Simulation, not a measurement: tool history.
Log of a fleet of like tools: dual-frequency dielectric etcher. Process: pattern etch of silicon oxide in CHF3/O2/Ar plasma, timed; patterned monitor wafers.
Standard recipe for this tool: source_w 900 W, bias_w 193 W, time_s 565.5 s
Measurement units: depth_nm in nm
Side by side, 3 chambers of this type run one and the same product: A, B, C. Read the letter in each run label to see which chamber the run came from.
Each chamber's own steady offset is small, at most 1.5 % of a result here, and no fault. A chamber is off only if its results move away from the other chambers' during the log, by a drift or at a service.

| run | day | source_w | bias_w | time_s | read-back reference wafer on the same gauge, depth_nm | depth_nm |
|---|---|---|---|---|---|---|
| 1B | 0.521 | 900 | 193 | 565.5 | 1520.8 | 1326 |
| 2A | 0.892 | 900 | 193 | 565.5 | 1520.7 | 1331 |
| 3C | 1.154 | 900 | 193 | 565.5 | 1520.1 | 1322.4 |
| 4B | 1.625 | 900 | 193 | 565.5 | 1521 | 1326.5 |
| 5A | 2.012 | 900 | 193 | 565.5 | 1521.2 | 1332.3 |
| 6C | 2.517 | 900 | 193 | 565.5 | 1521.5 | 1318.1 |
| 7B | 3.062 | 900 | 193 | 565.5 | 1521.3 | 1328.7 |
| 8C | 3.504 | 900 | 193 | 565.5 | 1522.1 | 1316.6 |
|  | 4 | chamber B: wet clean of the chamber |
| 9A | 4.029 | 900 | 193 | 565.5 | 1522.5 | 1332.6 |
| 10A | 4.592 | 900 | 193 | 565.5 | 1522 | 1338.5 |
| 11B | 5.071 | 900 | 193 | 565.5 | 1522.7 | 1328.1 |
| 12C | 5.546 | 900 | 193 | 565.5 | 1522.5 | 1320.1 |
| 13B | 5.892 | 900 | 193 | 565.5 | 1522.7 | 1330.3 |
| 14A | 6.221 | 900 | 193 | 565.5 | 1523.2 | 1339.2 |
| 15C | 6.8 | 900 | 193 | 565.5 | 1523.3 | 1318.9 |
| 16C | 7.212 | 900 | 193 | 565.5 | 1522.9 | 1318.4 |
| 17A | 7.496 | 900 | 193 | 565.5 | 1523.9 | 1334.2 |
| 18B | 8.058 | 900 | 193 | 565.5 | 1524.2 | 1332.4 |
| 19C | 8.35 | 900 | 193 | 565.5 | 1523.6 | 1321.1 |
| 20A | 8.712 | 900 | 164 | 565.5 | 1523.9 | 1268.2 |
| 21B | 9.3 | 900 | 164 | 565.5 | 1524.7 | 1264.6 |
| 22B | 9.738 | 900 | 164 | 565.5 | 1524.7 | 1260.9 |
| 23A | 10.083 | 900 | 193 | 565.5 | 1524.4 | 1340.6 |
|  | 10.167 | chamber A: wet clean of the chamber |
| 24C | 10.525 | 900 | 193 | 565.5 | 1525.5 | 1320.9 |
| 25B | 10.842 | 900 | 193 | 565.5 | 1525.8 | 1329.3 |
| 26A | 11.233 | 900 | 193 | 565.5 | 1525.8 | 1339.4 |
| 27C | 11.788 | 900 | 193 | 565.5 | 1526.1 | 1320.9 |
| 28A | 12.158 | 900 | 211 | 723 | 1526.2 | 1765.2 |
| 29C | 12.508 | 900 | 211 | 723 | 1526.5 | 1743.4 |
|  | 12.6 | chamber C: wet clean of the chamber |
| 30B | 12.942 | 900 | 211 | 723 | 1526.6 | 1760.2 |
| 31A | 13.317 | 900 | 193 | 565.5 | 1526.9 | 1339.1 |
| 32C | 13.883 | 900 | 193 | 400.5 | 1527.1 | 939.21 |
| 33B | 14.421 | 900 | 193 | 400.5 | 1527 | 945.19 |
| 34B | 15.008 | 900 | 193 | 400.5 | 1527.5 | 943.33 |
| 35A | 15.571 | 790 | 193 | 675 | 1527.7 | 1525.6 |
| 36C | 15.879 | 790 | 193 | 675 | 1527.7 | 1507.7 |
| 37B | 16.404 | 790 | 193 | 675 | 1527.6 | 1514.8 |
| 38A | 16.975 | 900 | 193 | 565.5 | 1528.5 | 1336.1 |
| 39C | 17.375 | 900 | 193 | 565.5 | 1529 | 1324.7 |
| 40B | 17.75 | 900 | 193 | 565.5 | 1529.2 | 1336.1 |
| 41A | 18.058 | 900 | 193 | 565.5 | 1529.6 | 1339.3 |

All chambers now run identical settings, listed one chamber a line with results as question marks. What results will each chamber show?
| 42A | 18.483 | 900 | 193 | 565.5 |  | ? |
| 42B | 18.483 | 900 | 193 | 565.5 |  | ? |
| 42C | 18.483 | 900 | 193 | 565.5 |  | ? |

| run | depth_nm |
|---|---|
| 42A | 1344.4 |
| 42B | 1334.2 |
| 42C | 1325.9 |

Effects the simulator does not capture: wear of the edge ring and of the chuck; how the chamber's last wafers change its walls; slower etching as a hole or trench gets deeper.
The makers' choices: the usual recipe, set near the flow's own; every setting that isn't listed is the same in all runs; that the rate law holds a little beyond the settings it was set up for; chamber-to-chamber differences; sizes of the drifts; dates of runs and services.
